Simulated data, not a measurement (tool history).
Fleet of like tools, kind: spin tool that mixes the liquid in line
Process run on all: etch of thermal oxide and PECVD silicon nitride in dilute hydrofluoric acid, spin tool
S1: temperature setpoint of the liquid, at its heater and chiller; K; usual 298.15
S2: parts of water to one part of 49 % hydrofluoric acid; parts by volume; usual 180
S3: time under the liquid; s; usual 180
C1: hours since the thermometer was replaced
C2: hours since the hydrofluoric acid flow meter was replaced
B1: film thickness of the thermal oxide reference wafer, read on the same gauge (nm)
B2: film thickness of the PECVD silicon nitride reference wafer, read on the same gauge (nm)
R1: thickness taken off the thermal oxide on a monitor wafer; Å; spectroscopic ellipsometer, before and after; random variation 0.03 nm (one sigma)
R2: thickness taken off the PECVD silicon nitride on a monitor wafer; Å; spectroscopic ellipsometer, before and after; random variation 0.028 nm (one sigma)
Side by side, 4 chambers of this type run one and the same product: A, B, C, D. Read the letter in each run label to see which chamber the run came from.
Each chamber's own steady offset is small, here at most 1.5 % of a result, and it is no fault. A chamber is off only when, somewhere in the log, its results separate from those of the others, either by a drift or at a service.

run	hour	S1	S2	S3	C1	C2	B1	B2	R1	R2
1C	2.8	298.15	180	180	1506.4	22.9	120.00	49.973	43.726	24.004
2A	7.4	298.15	180	180	1337.9	172.7	119.99	49.978	43.420	23.628
3D	12.0	298.15	180	180	196.8	70.2	120.02	49.973	43.279	23.439
4B	16.3	298.15	180	180	2358.9	879.4	120.01	50.055	43.759	23.709
5A	20.4	298.15	180	180	1350.9	185.7	120.00	50.008	43.708	23.851
6C	24.8	298.15	180	115	1528.4	44.9	120.01	49.982	27.949	14.999
7B	27.2	298.15	180	115	2369.8	890.3	120.02	49.968	27.719	15.324
8D	32.3	298.15	180	115	217.1	90.5	120.01	50.002	27.118	14.942
9D	37.3	298.15	180	115	222.1	95.5	119.96	50.016	27.619	15.009
10C	39.6	298.15	180	180	1543.2	59.7	120.00	49.997	43.196	23.364
# hour 41.1: chamber C: thermometer replaced
11A	43.5	298.15	180	180	1374.0	208.8	119.95	50.024	43.566	24.100
12B	48.3	298.15	180	180	2390.9	911.4	120.01	49.983	43.122	23.874
13D	53.5	298.15	180	180	238.3	111.7	120.00	50.002	43.180	23.026
14B	58.4	298.15	180	180	2401.0	921.5	119.99	49.995	42.976	23.954
15A	62.8	298.15	180	180	1393.3	228.1	120.01	49.998	43.538	23.434
16C	66.1	298.15	180	180	25.1	86.2	120.03	49.994	43.936	22.954
17B	69.8	301.15	235	180	2412.4	932.9	119.95	50.002	34.465	21.952
18D	75.0	301.15	235	180	259.8	133.2	119.95	50.036	34.536	21.711
19C	79.4	301.15	235	180	38.4	99.5	120.01	49.990	34.948	20.946
20A	82.4	301.15	235	180	1412.9	247.7	120.00	50.041	34.671	21.706
21D	86.0	298.15	180	235	270.8	144.2	120.03	50.002	55.793	30.659
22B	90.7	298.15	180	235	2433.3	953.8	120.00	50.008	55.710	30.894
23A	93.8	298.15	180	235	1424.3	259.1	120.04	50.000	56.702	30.688
24C	98.0	298.15	180	235	57.0	118.1	119.99	49.999	57.702	30.394
25C	102.7	298.15	225	240	61.7	122.8	120.03	49.973	44.075	24.784
26A	106.4	298.15	225	240	1436.9	271.7	120.00	49.980	44.342	25.490
27D	109.1	298.15	225	240	293.9	167.3	119.94	50.014	44.211	25.217
28B	113.1	298.15	225	240	2455.7	976.2	119.98	49.996	41.975	24.956
29D	116.4	298.15	180	180	301.2	174.6	120.00	49.976	42.953	23.429
30B	120.7	300.65	180	110	2463.3	983.8	119.95	50.010	27.843	16.375
31A	124.6	300.65	180	110	1455.1	289.9	119.97	50.006	29.553	16.836
32C	129.7	300.65	180	110	88.7	149.8	120.00	49.971	29.275	16.854
33C	133.8	300.65	180	110	92.8	153.9	120.04	49.971	29.314	16.784
34D	136.4	298.15	180	180	321.2	194.6	119.97	50.010	44.067	23.248
35B	141.6	298.15	180	180	2484.2	1004.7	120.00	49.994	41.589	22.548

Each of the 4 chambers runs these same settings next. Fill in every chamber's results:
36A	145.5	298.15	145	180					?	?
36B	145.5	298.15	145	180					?	?
36C	145.5	298.15	145	180					?	?
36D	145.5	298.15	145	180					?	?

run	R1	R2
36A	56.354	29.469
36B	53.705	28.541
36C	56.852	29.449
36D	56.279	29.293

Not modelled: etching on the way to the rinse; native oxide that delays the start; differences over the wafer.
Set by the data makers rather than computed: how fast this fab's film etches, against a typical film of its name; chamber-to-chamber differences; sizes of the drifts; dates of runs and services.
